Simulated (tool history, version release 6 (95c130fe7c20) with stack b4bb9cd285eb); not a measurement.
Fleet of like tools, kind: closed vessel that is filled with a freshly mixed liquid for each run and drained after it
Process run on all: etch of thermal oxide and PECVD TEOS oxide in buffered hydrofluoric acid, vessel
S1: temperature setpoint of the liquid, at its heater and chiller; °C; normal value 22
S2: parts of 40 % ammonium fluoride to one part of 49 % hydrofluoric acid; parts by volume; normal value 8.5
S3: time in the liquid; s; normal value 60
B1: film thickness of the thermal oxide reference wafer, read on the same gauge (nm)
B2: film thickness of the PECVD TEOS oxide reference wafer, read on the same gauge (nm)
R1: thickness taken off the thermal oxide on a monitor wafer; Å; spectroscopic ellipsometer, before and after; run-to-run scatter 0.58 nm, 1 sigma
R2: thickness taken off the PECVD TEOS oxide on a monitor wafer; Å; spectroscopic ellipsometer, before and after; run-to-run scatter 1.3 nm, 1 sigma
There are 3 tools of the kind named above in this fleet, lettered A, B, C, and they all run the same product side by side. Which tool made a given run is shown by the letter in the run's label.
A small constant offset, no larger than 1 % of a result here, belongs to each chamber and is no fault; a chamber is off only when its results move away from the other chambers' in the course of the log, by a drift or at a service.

run	day	S1	S2	S3	B1	B2	R1	R2
1B	0.1	22	8.5	60	50.012	100.01	704.95	1720.5
2C	0.204	22	8.5	60	49.981	99.992	688.88	1750.2
3A	0.392	22	8.5	60	50.002	99.995	692.36	1740.7
4B	0.579	22	8.5	60	49.994	100	688.6	1732.7
5A	0.742	22	8.5	60	50.02	99.986	685.17	1723.6
6C	0.938	22	8.5	60	49.993	99.983	696.84	1727.4
7B	1.15	22	8.5	60	49.978	100.02	700.56	1731.9
8C	1.292	22	8.5	60	49.987	100.01	699.61	1741
9A	1.404	22	8.5	60	50.008	100	691.32	1751.1
10B	1.517	22	8.5	60	49.993	99.982	712.08	1741.2
11C	1.721	22	8.5	80	49.986	99.999	924.61	2301.7
12A	1.825	22	8.5	80	50.017	100	933.4	2290.6
13C	1.946	22	8.5	80	49.985	99.974	923.89	2331.5
14B	2.133	22	8.5	60	50.01	100	705.9	1753.6
15A	2.271	22	8.5	60	49.956	100.02	702.63	1713.8
16C	2.4	22	8.5	60	49.986	100	692.86	1759.1
17B	2.562	22	8.5	60	50.011	100.03	701.73	1698
18A	2.729	22	8.5	60	50.002	100.04	694.54	1756.1
19B	2.842	22	8.5	60	50.031	100.01	705.23	1732.3
20A	2.979	22	6	60	50.025	100	974.75	2441
21C	3.138	22	6	60	50.002	99.975	983.7	2494.7
22C	3.325	22	6	60	49.999	100	976.93	2474
23B	3.529	22	8.5	60	49.945	100.01	700.97	1715
24A	3.721	22	8.5	60	50.017	100.02	693.85	1716.2
25B	3.842	22	8.5	60	49.986	100	706.41	1706.4
26C	3.996	22	8.5	60	49.979	100.02	702.71	1736.5
27A	4.154	22	8.5	60	50.019	99.991	703.85	1731.7
28C	4.288	22	8.5	60	50.011	99.983	696.96	1742.2
29A	4.388	22	8.5	60	49.989	100	700.45	1743.5
30B	4.521	22	8.5	30	49.993	99.984	352.54	866.92
31C	4.621	22	8.5	30	49.989	99.984	342.23	872.67
32B	4.75	22	8.5	30	50.033	100.01	348.56	857.22
33A	4.9	22	7	60	49.976	99.994	856.11	2140.3
34C	5.083	22	7	60	50.01	99.978	880.92	2164.4
35B	5.254	22	7	60	50.025	99.998	858.23	2130.4
36A	5.438	18.5	8.5	30	49.947	99.987	290.21	708.6
37A	5.646	18.5	8.5	30	49.994	100.01	282.58	710.18
# day 5.783: chamber C: thermometer replaced
38C	5.817	18.5	8.5	30	50.032	100.02	284.06	719.56
39B	5.996	19.5	8.5	60	49.995	99.993	600.7	1509.8
40C	6.2	19.5	8.5	60	49.998	99.999	611.91	1546
41B	6.392	19.5	8.5	60	50.014	99.979	609.19	1493.6
42A	6.558	22	8.5	60	49.979	99.984	683.56	1714.2

Predict what each chamber gives when all 3 of them run the settings below next.
43A	6.712	19	8.5	60			?	?
43B	6.712	19	8.5	60			?	?
43C	6.712	19	8.5	60			?	?

run	R1	R2
43A	587.61	1471
43B	591.39	1461.3
43C	596.43	1495.4
